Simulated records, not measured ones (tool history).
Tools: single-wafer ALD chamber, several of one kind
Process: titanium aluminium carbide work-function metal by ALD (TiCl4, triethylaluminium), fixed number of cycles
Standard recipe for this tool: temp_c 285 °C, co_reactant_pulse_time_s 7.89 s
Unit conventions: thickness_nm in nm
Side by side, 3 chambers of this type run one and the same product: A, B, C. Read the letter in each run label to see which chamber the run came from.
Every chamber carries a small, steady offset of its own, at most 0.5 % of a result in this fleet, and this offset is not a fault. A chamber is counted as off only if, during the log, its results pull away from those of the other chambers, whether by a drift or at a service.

run	day	temp_c	co_reactant_pulse_time_s	read-back reference wafer on the same gauge, thickness_nm	thickness_nm
1A	0.325	285	7.89	1.4697	1.7984
2B	0.721	285	7.89	1.4695	1.8161
3C	1.021	285	7.89	1.4709	1.8049
4B	1.525	285	7.89	1.4699	1.8071
5A	2.071	285	7.89	1.4701	1.7957
6C	2.567	285	7.89	1.4703	1.8087
7C	2.867	285	7.89	1.4694	1.8055
8B	3.288	285	7.89	1.4706	1.8069
9A	3.667	285	7.89	1.4699	1.8069
10C	3.933	285	7.89	1.4705	1.7961
11A	4.367	285	7.89	1.4692	1.7956
12B	4.762	285	7.89	1.4697	1.8116
13B	5.233	285	7.89	1.4702	1.8109
14A	5.821	285	7.89	1.4689	1.8026
15C	6.150	285	7.89	1.4709	1.8055
16A	6.692	289	7.89	1.4701	1.8413
17B	7.058	289	7.89	1.4706	1.8386
18C	7.342	289	7.89	1.4698	1.8347
19C	7.617	285	10.08	1.4699	1.8709
20B	7.958	285	10.08	1.4709	1.8718
21A	8.442	285	10.08	1.4699	1.8720
22B	8.721	285	7.89	1.4709	1.8092
23A	9.008	285	7.89	1.4693	1.8028
24C	9.300	285	7.89	1.4697	1.8021
25B	9.696	285	7.89	1.4700	1.8145
26C	10.038	285	7.89	1.4694	1.8057
27A	10.542	285	7.89	1.4698	1.7955
28C	10.929	285	7.89	1.4698	1.8009
29B	11.438	285	7.89	1.4700	1.8132
30A	11.904	285	7.89	1.4699	1.8038
31B	12.367	285	7.89	1.4699	1.8106
32A	12.692	285	7.89	1.4703	1.7962
# day 12.833: chamber B: triethylaluminium bottle replaced
# day 13.096: chamber A: thermocouple changed; heater temperature recalibrated
33C	13.146	285	7.89	1.4703	1.8059
34C	13.746	285	7.89	1.4702	1.8083
35A	14.183	285	7.89	1.4704	1.8034
36B	14.479	285	7.89	1.4697	1.8056
37A	14.988	285	7.89	1.4704	1.7951
38C	15.479	285	7.89	1.4709	1.8023
39B	15.967	285	7.89	1.4697	1.8061
40A	16.512	285	7.89	1.4701	1.8052

Next, every chamber runs the same settings. What will each give?
41A	16.954	285	7.89		?
41B	16.954	285	7.89		?
41C	16.954	285	7.89		?

run	thickness_nm
41A	1.8067
41B	1.8078
41C	1.8033
